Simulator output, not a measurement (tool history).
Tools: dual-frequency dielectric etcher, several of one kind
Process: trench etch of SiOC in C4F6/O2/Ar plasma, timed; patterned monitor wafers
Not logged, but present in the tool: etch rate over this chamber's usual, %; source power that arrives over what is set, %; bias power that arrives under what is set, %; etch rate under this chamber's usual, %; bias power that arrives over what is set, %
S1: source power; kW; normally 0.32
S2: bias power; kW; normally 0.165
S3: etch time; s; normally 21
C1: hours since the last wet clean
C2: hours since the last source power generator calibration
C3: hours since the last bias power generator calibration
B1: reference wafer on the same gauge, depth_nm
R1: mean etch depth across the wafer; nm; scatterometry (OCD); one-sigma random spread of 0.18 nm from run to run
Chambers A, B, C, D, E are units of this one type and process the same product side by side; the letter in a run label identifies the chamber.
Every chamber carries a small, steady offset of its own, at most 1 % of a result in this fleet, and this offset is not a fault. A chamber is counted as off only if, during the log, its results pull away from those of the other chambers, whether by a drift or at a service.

run 1E day=0.25 | S1=0.32 S2=0.165 S3=21 | C1=389.5 C2=1037.4 C3=3672.3 | B1=46.063 | R1=39.078
run 2A day=0.575 | S1=0.32 S2=0.165 S3=21 | C1=96.4 C2=896.3 C3=2267.3 | B1=46.072 | R1=38.727
run 3D day=0.867 | S1=0.32 S2=0.165 S3=21 | C1=463.8 C2=1166.9 C3=493.1 | B1=46.063 | R1=38.81
-- day=0.888 chamber E: wet clean of the chamber
run 4B day=1.033 | S1=0.32 S2=0.165 S3=21 | C1=215.5 C2=3349.4 C3=1731.7 | B1=46.121 | R1=38.598
run 5C day=1.192 | S1=0.32 S2=0.13 S3=25.5 | C1=312.4 C2=1311.3 C3=3100.4 | B1=46.091 | R1=44.275
run 6E day=1.442 | S1=0.32 S2=0.13 S3=25.5 | C1=13.4 C2=1066 C3=3700.9 | B1=46.078 | R1=44.158
run 7D day=1.612 | S1=0.32 S2=0.13 S3=25.5 | C1=481.7 C2=1184.8 C3=511 | B1=46.1 | R1=43.709
run 8B day=1.908 | S1=0.32 S2=0.13 S3=25.5 | C1=236.5 C2=3370.4 C3=1752.7 | B1=46.054 | R1=43.315
run 9A day=2.167 | S1=0.32 S2=0.13 S3=25.5 | C1=134.6 C2=934.5 C3=2305.5 | B1=46.11 | R1=43.656
run 10C day=2.329 | S1=0.32 S2=0.165 S3=21 | C1=339.7 C2=1338.6 C3=3127.7 | B1=46.113 | R1=39.119
run 11C day=2.554 | S1=0.32 S2=0.165 S3=21 | C1=345.1 C2=1344 C3=3133.1 | B1=46.117 | R1=39.342
run 12B day=2.833 | S1=0.32 S2=0.165 S3=21 | C1=258.7 C2=3392.6 C3=1774.9 | B1=46.068 | R1=38.691
run 13A day=3.088 | S1=0.32 S2=0.165 S3=21 | C1=156.7 C2=956.6 C3=2327.6 | B1=46.124 | R1=38.502
run 14D day=3.238 | S1=0.32 S2=0.165 S3=21 | C1=520.7 C2=1223.8 C3=550 | B1=46.119 | R1=38.796
run 15E day=3.562 | S1=0.32 S2=0.165 S3=21 | C1=64.3 C2=1116.9 C3=3751.8 | B1=46.161 | R1=39.009
run 16C day=3.912 | S1=0.32 S2=0.165 S3=21 | C1=377.7 C2=1376.6 C3=3165.7 | B1=46.09 | R1=39.147
run 17A day=4.233 | S1=0.32 S2=0.165 S3=21 | C1=184.2 C2=984.1 C3=2355.1 | B1=46.053 | R1=38.682
run 18D day=4.512 | S1=0.32 S2=0.165 S3=21 | C1=551.3 C2=1254.4 C3=580.6 | B1=46.08 | R1=38.953
run 19E day=4.738 | S1=0.32 S2=0.165 S3=21 | C1=92.5 C2=1145.1 C3=3780 | B1=46.111 | R1=38.833
run 20B day=5.079 | S1=0.32 S2=0.165 S3=21 | C1=312.6 C2=3446.5 C3=1828.8 | B1=46.075 | R1=38.631
run 21C day=5.354 | S1=0.32 S2=0.165 S3=21 | C1=412.3 C2=1411.2 C3=3200.3 | B1=46.139 | R1=39.212
run 22B day=5.525 | S1=0.32 S2=0.165 S3=21 | C1=323.3 C2=3457.2 C3=1839.5 | B1=46.113 | R1=38.781
run 23A day=5.704 | S1=0.32 S2=0.165 S3=21 | C1=219.5 C2=1019.4 C3=2390.4 | B1=46.107 | R1=38.965
run 24D day=6.054 | S1=0.32 S2=0.165 S3=21 | C1=588.3 C2=1291.4 C3=617.6 | B1=46.11 | R1=38.801
run 25E day=6.367 | S1=0.32 S2=0.165 S3=21 | C1=131.6 C2=1184.2 C3=3819.1 | B1=46.072 | R1=38.899
run 26D day=6.688 | S1=0.32 S2=0.165 S3=21 | C1=603.5 C2=1306.6 C3=632.8 | B1=46.129 | R1=38.922
run 27A day=6.9 | S1=0.32 S2=0.165 S3=21 | C1=248.2 C2=1048.1 C3=2419.1 | B1=46.14 | R1=38.556
-- day=6.933 chamber C: wet clean of the chamber
run 28E day=7.167 | S1=0.32 S2=0.165 S3=21 | C1=150.8 C2=1203.4 C3=3838.3 | B1=46.068 | R1=38.888
run 29C day=7.35 | S1=0.32 S2=0.165 S3=21 | C1=10 C2=1459.1 C3=3248.2 | B1=46.147 | R1=38.767
run 30B day=7.638 | S1=0.32 S2=0.165 S3=21 | C1=374 C2=3507.9 C3=1890.2 | B1=46.166 | R1=38.459

Which is it: a chamber that has drifted or been left off by a service, a gauge drift common to all chambers, or only each chamber's usual small offset? If a chamber is off, name it and its likeliest cause.

The fleet is healthy, with each chamber sitting at its usual small offset and no drift in the gauge.
